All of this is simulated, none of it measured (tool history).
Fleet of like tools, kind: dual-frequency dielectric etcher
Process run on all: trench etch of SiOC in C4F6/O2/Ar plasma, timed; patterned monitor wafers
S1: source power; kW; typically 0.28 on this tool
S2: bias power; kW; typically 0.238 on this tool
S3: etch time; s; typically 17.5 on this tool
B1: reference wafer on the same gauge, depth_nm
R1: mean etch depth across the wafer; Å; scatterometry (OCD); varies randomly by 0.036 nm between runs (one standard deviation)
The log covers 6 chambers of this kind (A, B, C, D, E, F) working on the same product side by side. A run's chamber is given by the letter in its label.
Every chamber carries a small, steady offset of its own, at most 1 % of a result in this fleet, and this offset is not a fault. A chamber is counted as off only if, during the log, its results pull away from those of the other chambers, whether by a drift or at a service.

run 1E hour=4.4 | S1=0.28 S2=0.238 S3=17.5 | B1=32.687 | R1=345.78
run 2B hour=8.1 | S1=0.28 S2=0.238 S3=17.5 | B1=32.691 | R1=348.08
run 3F hour=12.3 | S1=0.28 S2=0.238 S3=17.5 | B1=32.693 | R1=345.68
run 4C hour=17.4 | S1=0.28 S2=0.238 S3=17.5 | B1=32.686 | R1=347.28
run 5D hour=21.3 | S1=0.28 S2=0.238 S3=19 | B1=32.682 | R1=378.45
run 6A hour=26.3 | S1=0.28 S2=0.238 S3=19 | B1=32.687 | R1=374.63
run 7F hour=29.9 | S1=0.28 S2=0.238 S3=19 | B1=32.684 | R1=375.4
run 8A hour=33.7 | S1=0.28 S2=0.238 S3=19 | B1=32.672 | R1=373.71
run 9D hour=39.4 | S1=0.28 S2=0.238 S3=19 | B1=32.667 | R1=377
run 10C hour=44.2 | S1=0.28 S2=0.238 S3=19 | B1=32.662 | R1=376.5
run 11E hour=48.1 | S1=0.28 S2=0.238 S3=17.5 | B1=32.662 | R1=345.16
run 12B hour=51.2 | S1=0.28 S2=0.238 S3=17.5 | B1=32.658 | R1=346.9
run 13D hour=55.9 | S1=0.28 S2=0.238 S3=17.5 | B1=32.661 | R1=348.09
run 14F hour=60.1 | S1=0.28 S2=0.238 S3=17.5 | B1=32.647 | R1=345.3
run 15C hour=64.5 | S1=0.28 S2=0.238 S3=17.5 | B1=32.648 | R1=346.14
run 16B hour=67.4 | S1=0.28 S2=0.238 S3=17.5 | B1=32.65 | R1=347.47
run 17A hour=72.4 | S1=0.28 S2=0.238 S3=17.5 | B1=32.63 | R1=344.79
run 18E hour=78 | S1=0.28 S2=0.238 S3=17.5 | B1=32.641 | R1=345.13
-- hour=79.6 chamber C: wet clean of the chamber
run 19C hour=82.3 | S1=0.28 S2=0.238 S3=17.5 | B1=32.633 | R1=345.96
run 20A hour=86.1 | S1=0.28 S2=0.238 S3=17.5 | B1=32.631 | R1=344.47
run 21D hour=89.7 | S1=0.28 S2=0.238 S3=17.5 | B1=32.633 | R1=347.48
run 22E hour=93 | S1=0.28 S2=0.295 S3=15.5 | B1=32.63 | R1=329.3
run 23B hour=96.4 | S1=0.28 S2=0.295 S3=15.5 | B1=32.621 | R1=330.9
run 24F hour=99.5 | S1=0.28 S2=0.295 S3=15.5 | B1=32.623 | R1=330.44
run 25D hour=102.9 | S1=0.28 S2=0.295 S3=15.5 | B1=32.62 | R1=331.44
run 26C hour=105.8 | S1=0.28 S2=0.295 S3=15.5 | B1=32.625 | R1=330.34
run 27B hour=110.5 | S1=0.28 S2=0.295 S3=15.5 | B1=32.602 | R1=330.54
run 28F hour=113.5 | S1=0.28 S2=0.238 S3=17.5 | B1=32.611 | R1=345.62
run 29E hour=117.1 | S1=0.28 S2=0.238 S3=17.5 | B1=32.606 | R1=344.86
run 30A hour=121.2 | S1=0.28 S2=0.238 S3=17.5 | B1=32.602 | R1=344.12
run 31D hour=126.2 | S1=0.28 S2=0.238 S3=17.5 | B1=32.593 | R1=347.51
run 32A hour=129 | S1=0.28 S2=0.238 S3=17.5 | B1=32.589 | R1=343.82
run 33F hour=134.3 | S1=0.25 S2=0.201 S3=17.5 | B1=32.602 | R1=311.86
run 34E hour=138.6 | S1=0.25 S2=0.201 S3=17.5 | B1=32.59 | R1=311.8
-- hour=140.8 chamber A: bias power generator calibrated
run 35B hour=143 | S1=0.25 S2=0.201 S3=17.5 | B1=32.577 | R1=313.2
run 36C hour=146.3 | S1=0.25 S2=0.201 S3=17.5 | B1=32.584 | R1=312.29
run 37C hour=150.9 | S1=0.25 S2=0.201 S3=17.5 | B1=32.58 | R1=312.49
run 38B hour=154.2 | S1=0.25 S2=0.201 S3=17.5 | B1=32.575 | R1=313.59
run 39A hour=159 | S1=0.28 S2=0.238 S3=17.5 | B1=32.576 | R1=344.2
run 40D hour=162.8 | S1=0.28 S2=0.238 S3=17.5 | B1=32.571 | R1=346.25
run 41E hour=165.8 | S1=0.28 S2=0.238 S3=17.5 | B1=32.568 | R1=344.12
run 42F hour=170.3 | S1=0.28 S2=0.238 S3=17.5 | B1=32.565 | R1=345.17

Each of the 6 chambers runs these same settings next. Fill in every chamber's results:
run 43A hour=174.7 | S1=0.28 S2=0.238 S3=17.5 | R1=?
run 43B hour=174.7 | S1=0.28 S2=0.238 S3=17.5 | R1=?
run 43C hour=174.7 | S1=0.28 S2=0.238 S3=17.5 | R1=?
run 43D hour=174.7 | S1=0.28 S2=0.238 S3=17.5 | R1=?
run 43E hour=174.7 | S1=0.28 S2=0.238 S3=17.5 | R1=?
run 43F hour=174.7 | S1=0.28 S2=0.238 S3=17.5 | R1=?

run=43A R1=343.76
run=43B R1=346.79
run=43C R1=345.19
run=43D R1=346.94
run=43E R1=344.16
run=43F R1=344.6
